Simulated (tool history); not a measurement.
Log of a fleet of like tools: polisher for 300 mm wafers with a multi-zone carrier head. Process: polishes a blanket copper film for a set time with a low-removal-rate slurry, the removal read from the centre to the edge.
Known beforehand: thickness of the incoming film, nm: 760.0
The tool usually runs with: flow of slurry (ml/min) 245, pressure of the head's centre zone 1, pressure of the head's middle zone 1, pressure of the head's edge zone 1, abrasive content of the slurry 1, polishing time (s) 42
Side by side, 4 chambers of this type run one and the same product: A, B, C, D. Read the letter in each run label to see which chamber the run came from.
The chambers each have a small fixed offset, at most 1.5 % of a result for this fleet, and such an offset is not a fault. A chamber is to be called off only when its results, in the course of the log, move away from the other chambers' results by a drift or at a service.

run	hour	flow of slurry (ml/min)	pressure of the head's centre zone	pressure of the head's middle zone	pressure of the head's edge zone	abrasive content of the slurry	polishing time (s)	film removed at the wafer's centre (Å)	film removed at mid-radius (Å)	film removed at the wafer's edge (Å)
# hour 6.9: chamber A: worn pad replaced by a new one
1C	7.3	245	1	1	1	1	42	1618.8	1632.2	1616
# hour 8.3: chamber D: slurry nozzle cleaned
# hour 11.1: chamber B: worn pad replaced by a new one
2B	17	245	1	1	1	1	42	1621	1597.5	1615.7
# hour 27.6: chamber D: worn pad replaced by a new one
3D	29.5	245	1	1	1	1	42	1619.3	1620.6	1601.4
4A	42.9	245	1	1	1	1	42	1594.5	1609.1	1609.1
# hour 51.7: chamber C: edge zone pressure recalibrated
5B	56.5	245	1	1	1	1	42	1612.3	1630	1603.5
6A	66.3	245	1	1	1	1	42	1588.7	1609.5	1616.8
7C	73.2	245	1	1	1	0.9	37	1408	1401.1	1399.4
8D	85.1	245	1	1	1	0.9	37	1378.5	1368.4	1390.9
# hour 95.2: chamber D: worn pad replaced by a new one
9D	97.4	245	1	1	1	0.9	37	1375.3	1381.4	1383.7
10B	104.2	245	1	1	1	0.9	37	1413	1403.3	1376.3
11A	117.8	245	1	1	1	1	42	1592.3	1610.2	1607
12C	124.2	245	1	1	1	1	42	1602.8	1584.1	1613.7
# hour 129.5: chamber B: slurry nozzle cleaned
13D	135.6	245	1	1	1	0.9	42	1589.6	1587.7	1557.7
# hour 146.2: chamber A: worn pad replaced by a new one
14B	146.3	245	1	1	1	0.9	42	1590.5	1590.4	1551.4
# hour 149.9: chamber C: centre zone pressure recalibrated
15A	156.5	245	1	1	1	0.9	42	1574	1537.8	1589.7
16C	163.1	245	1	1	1	0.9	42	1555.7	1522	1561
# hour 165.6: chamber D: worn pad replaced by a new one
# hour 168.6: chamber B: worn pad replaced by a new one
17A	169.6	245	1	1	1	1	42	1601.9	1598.4	1627.6
18D	178.2	245	1	1	1	1	42	1620.7	1575.2	1590.1
19C	187.1	245	1	1	1	1	42	1576.1	1587.1	1566.5
20B	198	245	1	1	1	1	42	1619.9	1641.2	1602.9
21A	209.2	245	1	1	1	1	42	1587.8	1624.2	1595.6
22D	217.1	245	1	1	1	1	42	1607.2	1621.3	1615.1
# hour 228.2: chamber D: worn pad replaced by a new one
23C	230.6	245	1	1	1	1	42	1569.3	1547.8	1535.3
24B	240.3	245	1	1	1	1	42	1625.1	1616.4	1598.7
25B	250.9	245	1	1	1	1	42	1611.2	1601.4	1617.7
26C	263.8	245	1	1	1	1	42	1540.6	1497.4	1538.4
# hour 268.8: chamber A: slurry nozzle cleaned
27A	269.9	305	1	0.92	1	1	42	1627.1	1532.4	1622.3
# hour 271.5: chamber A: worn pad replaced by a new one
28D	278.1	305	1	0.92	1	1	42	1665.5	1544.3	1635
29C	284.8	305	1	0.92	1	1	42	1559.5	1455.1	1540.2
30A	292.1	305	1	0.92	1	1	42	1639.7	1557.7	1632.7
31B	303.4	245	1	1	1	1	42	1621.1	1607	1608.8

Next, every chamber runs the same settings. What will each give?
32A	313.3	245	1	1	0.89	1	42	?	?	?
32B	313.3	245	1	1	0.89	1	42	?	?	?
32C	313.3	245	1	1	0.89	1	42	?	?	?
32D	313.3	245	1	1	0.89	1	42	?	?	?

run	film removed at the wafer's centre (Å)	film removed at mid-radius (Å)	film removed at the wafer's edge (Å)
32A	1583.6	1629.8	1509.3
32B	1629.2	1615.9	1512.6
32C	1503	1493.5	1401.3
32D	1609.1	1624.1	1497.3
